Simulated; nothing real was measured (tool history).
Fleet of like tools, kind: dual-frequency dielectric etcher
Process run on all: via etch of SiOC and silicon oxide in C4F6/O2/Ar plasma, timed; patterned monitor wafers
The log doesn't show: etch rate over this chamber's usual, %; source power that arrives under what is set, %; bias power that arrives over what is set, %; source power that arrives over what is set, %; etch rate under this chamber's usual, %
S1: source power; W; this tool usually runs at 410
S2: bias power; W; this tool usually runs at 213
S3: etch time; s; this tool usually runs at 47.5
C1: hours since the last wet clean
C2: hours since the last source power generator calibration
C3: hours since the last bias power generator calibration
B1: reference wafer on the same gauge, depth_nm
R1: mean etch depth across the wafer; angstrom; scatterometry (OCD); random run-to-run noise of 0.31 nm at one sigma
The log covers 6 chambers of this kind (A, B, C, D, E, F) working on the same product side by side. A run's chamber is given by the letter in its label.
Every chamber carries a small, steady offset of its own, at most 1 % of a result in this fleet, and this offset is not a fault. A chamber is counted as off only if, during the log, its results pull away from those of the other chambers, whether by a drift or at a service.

| run | day | S1 | S2 | S3 | C1 | C2 | C3 | B1 | R1 |
|---|---|---|---|---|---|---|---|---|---|
|  | 0.158 | chamber A: wet clean of the chamber |
| 1B | 0.342 | 410 | 213 | 47.5 | 357.0 | 446.1 | 277.0 | 50.383 | 575.85 |
| 2E | 0.754 | 410 | 213 | 47.5 | 41.7 | 1093.7 | 949.1 | 50.447 | 572.36 |
| 3D | 0.992 | 410 | 213 | 47.5 | 265.7 | 2880.9 | 878.5 | 50.403 | 574.47 |
| 4A | 1.458 | 410 | 213 | 47.5 | 31.2 | 3205.4 | 759.2 | 50.346 | 575.46 |
|  | 1.767 | chamber F: wet clean of the chamber |
| 5C | 1.850 | 410 | 213 | 47.5 | 134.5 | 357.5 | 3930.0 | 50.355 | 563.11 |
| 6F | 2.175 | 410 | 213 | 47.5 | 9.9 | 3989.3 | 2052.6 | 50.471 | 572.50 |
| 7B | 2.550 | 410 | 213 | 47.5 | 410.0 | 499.1 | 330.0 | 50.370 | 576.24 |
| 8F | 2.767 | 410 | 213 | 47.5 | 24.1 | 4003.5 | 2066.8 | 50.411 | 571.39 |
| 9D | 3.133 | 410 | 213 | 47.5 | 317.1 | 2932.3 | 929.9 | 50.490 | 576.16 |
| 10E | 3.454 | 440 | 213 | 58.5 | 106.5 | 1158.5 | 1013.9 | 50.414 | 725.23 |
| 11A | 3.775 | 440 | 213 | 58.5 | 86.8 | 3261.0 | 814.8 | 50.406 | 728.51 |
| 12C | 4.075 | 440 | 213 | 58.5 | 187.9 | 410.9 | 3983.4 | 50.359 | 724.44 |
| 13E | 4.546 | 440 | 213 | 58.5 | 132.7 | 1184.7 | 1040.1 | 50.456 | 723.16 |
|  | 4.725 | chamber D: source power generator calibrated |
| 14C | 4.758 | 440 | 213 | 58.5 | 204.3 | 427.3 | 3999.8 | 50.435 | 717.90 |
| 15F | 5.050 | 440 | 213 | 58.5 | 78.9 | 4058.3 | 2121.6 | 50.371 | 725.67 |
| 16B | 5.388 | 410 | 213 | 47.5 | 478.1 | 567.2 | 398.1 | 50.386 | 568.78 |
|  | 5.529 | chamber D: wet clean of the chamber |
| 17D | 5.821 | 410 | 213 | 47.5 | 7.1 | 26.4 | 994.4 | 50.416 | 578.93 |
|  | 6.112 | chamber B: wet clean of the chamber |
| 18A | 6.112 | 410 | 213 | 47.5 | 142.9 | 3317.1 | 870.9 | 50.379 | 573.82 |
| 19B | 6.467 | 410 | 213 | 47.5 | 8.6 | 593.1 | 424.0 | 50.421 | 581.22 |
| 20D | 6.808 | 410 | 213 | 47.5 | 30.8 | 50.1 | 1018.1 | 50.368 | 573.86 |
| 21E | 7.046 | 410 | 213 | 47.5 | 192.7 | 1244.7 | 1100.1 | 50.416 | 569.64 |
| 22A | 7.475 | 410 | 213 | 57.0 | 175.6 | 3349.8 | 903.6 | 50.401 | 685.07 |
| 23C | 7.700 | 410 | 213 | 57.0 | 274.9 | 497.9 | 4070.4 | 50.453 | 682.76 |
| 24F | 8.133 | 410 | 213 | 57.0 | 152.9 | 4132.3 | 2195.6 | 50.382 | 690.80 |
| 25B | 8.571 | 410 | 213 | 57.0 | 59.1 | 643.6 | 474.5 | 50.394 | 684.01 |
| 26D | 8.821 | 410 | 213 | 57.0 | 79.1 | 98.4 | 1066.4 | 50.452 | 691.93 |
| 27C | 9.067 | 410 | 213 | 57.0 | 307.7 | 530.7 | 4103.2 | 50.464 | 677.49 |
| 28A | 9.379 | 410 | 213 | 47.5 | 221.3 | 3395.5 | 949.3 | 50.339 | 574.16 |
| 29E | 9.792 | 410 | 213 | 47.5 | 258.6 | 1310.6 | 1166.0 | 50.427 | 569.27 |
| 30F | 10.254 | 410 | 213 | 47.5 | 203.8 | 4183.2 | 2246.5 | 50.372 | 575.61 |
| 31C | 10.675 | 410 | 213 | 47.5 | 346.3 | 569.3 | 4141.8 | 50.463 | 573.60 |
| 32A | 11.021 | 410 | 213 | 47.5 | 260.7 | 3434.9 | 988.7 | 50.400 | 571.25 |
|  | 11.033 | chamber C: wet clean of the chamber |
| 33B | 11.375 | 410 | 213 | 47.5 | 126.4 | 710.9 | 541.8 | 50.339 | 576.38 |
| 34D | 11.675 | 410 | 213 | 47.5 | 147.6 | 166.9 | 1134.9 | 50.400 | 574.07 |
| 35F | 11.975 | 410 | 213 | 47.5 | 245.1 | 4224.5 | 2287.8 | 50.349 | 575.80 |
| 36E | 12.375 | 410 | 213 | 47.5 | 320.6 | 1372.6 | 1228.0 | 50.373 | 575.57 |
| 37A | 12.617 | 410 | 213 | 47.5 | 299.0 | 3473.2 | 1027.0 | 50.413 | 571.31 |
| 38F | 12.900 | 410 | 213 | 47.5 | 267.3 | 4246.7 | 2310.0 | 50.417 | 576.82 |
| 39D | 13.188 | 410 | 213 | 47.5 | 183.9 | 203.2 | 1171.2 | 50.425 | 573.67 |
| 40B | 13.471 | 410 | 213 | 47.5 | 176.7 | 761.2 | 592.1 | 50.429 | 573.79 |
| 41C | 13.771 | 410 | 230 | 37.5 | 65.7 | 643.6 | 4216.1 | 50.417 | 461.37 |
| 42E | 14.188 | 410 | 230 | 37.5 | 364.1 | 1416.1 | 1271.5 | 50.416 | 461.69 |
| 43C | 14.538 | 410 | 230 | 37.5 | 84.1 | 662.0 | 4234.5 | 50.402 | 460.41 |

Decide between three cases: one chamber stands off from its peers, the gauge reading all wafers drifts, or nothing is wrong past each chamber's small offset. Where a chamber is off, say which and what most likely put it there.

No chamber stands off beyond its own small offset, and the gauge holds steady.
